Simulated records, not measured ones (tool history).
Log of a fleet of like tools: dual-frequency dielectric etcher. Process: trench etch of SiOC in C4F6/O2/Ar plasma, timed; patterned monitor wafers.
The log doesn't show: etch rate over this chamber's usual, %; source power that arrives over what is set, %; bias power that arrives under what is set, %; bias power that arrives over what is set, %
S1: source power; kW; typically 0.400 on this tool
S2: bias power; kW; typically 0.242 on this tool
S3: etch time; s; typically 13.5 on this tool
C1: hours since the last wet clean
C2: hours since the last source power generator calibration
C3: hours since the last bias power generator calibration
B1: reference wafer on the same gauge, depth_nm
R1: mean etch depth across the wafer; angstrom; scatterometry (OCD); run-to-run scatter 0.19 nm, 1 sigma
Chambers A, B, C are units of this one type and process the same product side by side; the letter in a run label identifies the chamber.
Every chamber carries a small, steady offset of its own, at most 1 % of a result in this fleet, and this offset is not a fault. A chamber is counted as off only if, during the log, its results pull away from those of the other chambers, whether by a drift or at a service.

run	hour	S1	S2	S3	C1	C2	C3	B1	R1
1A	3.0	0.400	0.242	13.5	309.7	2455.2	3618.1	28.612	307.32
2B	7.7	0.400	0.242	13.5	253.3	2898.8	640.4	28.650	311.19
3C	12.4	0.400	0.242	13.5	21.4	821.5	1182.5	28.592	307.40
4A	15.5	0.400	0.242	13.5	322.2	2467.7	3630.6	28.562	313.09
5B	19.5	0.400	0.242	13.5	265.1	2910.6	652.2	28.645	311.11
6C	24.1	0.330	0.277	13.5	33.1	833.2	1194.2	28.588	300.97
7A	29.8	0.330	0.277	13.5	336.5	2482.0	3644.9	28.571	300.64
8C	34.6	0.330	0.277	13.5	43.6	843.7	1204.7	28.619	301.21
9B	38.9	0.400	0.242	13.5	284.5	2930.0	671.6	28.602	309.37
10C	42.4	0.400	0.242	13.5	51.4	851.5	1212.5	28.633	306.57
11A	45.0	0.400	0.242	13.5	351.7	2497.2	3660.1	28.618	311.28
12B	49.3	0.400	0.242	13.5	294.9	2940.4	682.0	28.579	313.43
13B	53.0	0.440	0.242	13.5	298.6	2944.1	685.7	28.628	320.71
14A	56.8	0.440	0.242	13.5	363.5	2509.0	3671.9	28.597	327.28
15C	62.1	0.440	0.242	13.5	71.1	871.2	1232.2	28.616	321.97
16C	65.3	0.400	0.242	13.5	74.3	874.4	1235.4	28.612	306.90
17A	70.5	0.400	0.242	13.5	377.2	2522.7	3685.6	28.622	317.86
18B	74.2	0.400	0.242	13.5	319.8	2965.3	706.9	28.601	312.17
19B	77.6	0.400	0.242	13.5	323.2	2968.7	710.3	28.589	312.05
20C	83.1	0.400	0.242	13.5	92.1	892.2	1253.2	28.613	310.17
21A	86.3	0.400	0.242	13.5	393.0	2538.5	3701.4	28.579	325.91
22A	90.4	0.330	0.242	12.0	397.1	2542.6	3705.5	28.658	265.95
23B	94.4	0.330	0.242	12.0	340.0	2985.5	727.1	28.590	257.93

Which is it: a chamber that has drifted or been left off by a service, a gauge drift common to all chambers, or only each chamber's usual small offset? If a chamber is off, name it and its likeliest cause.

It is chamber A that slowly wanders off from its peers.
Cause: etch rate over this chamber's usual, % = 4.91.

Chamber A could run next with any of the 4 candidate recipes listed below; each alters the usual settings, and their results appear as question marks. Which one brings its results back in line with what the other chambers deliver on the usual settings?
To be in line, a result may differ from the other chambers' mean on the usual settings by at most: R1 6.50 angstrom
24A-1	98.5	0.390	0.238	12.5					?
24A-2	98.5	0.410	0.242	14.5					?
24A-3	98.5	0.350	0.242	13.5					?
24A-4	98.5	0.410	0.245	14.0					?

Other chambers, usual settings, mean: R1 309.98 angstrom
run	R1
24A-1	295.89
24A-2	351.89
24A-3	308.21
24A-4	341.16
The right change is 24A-3: it brings the chamber back within the allowed miss of the others.
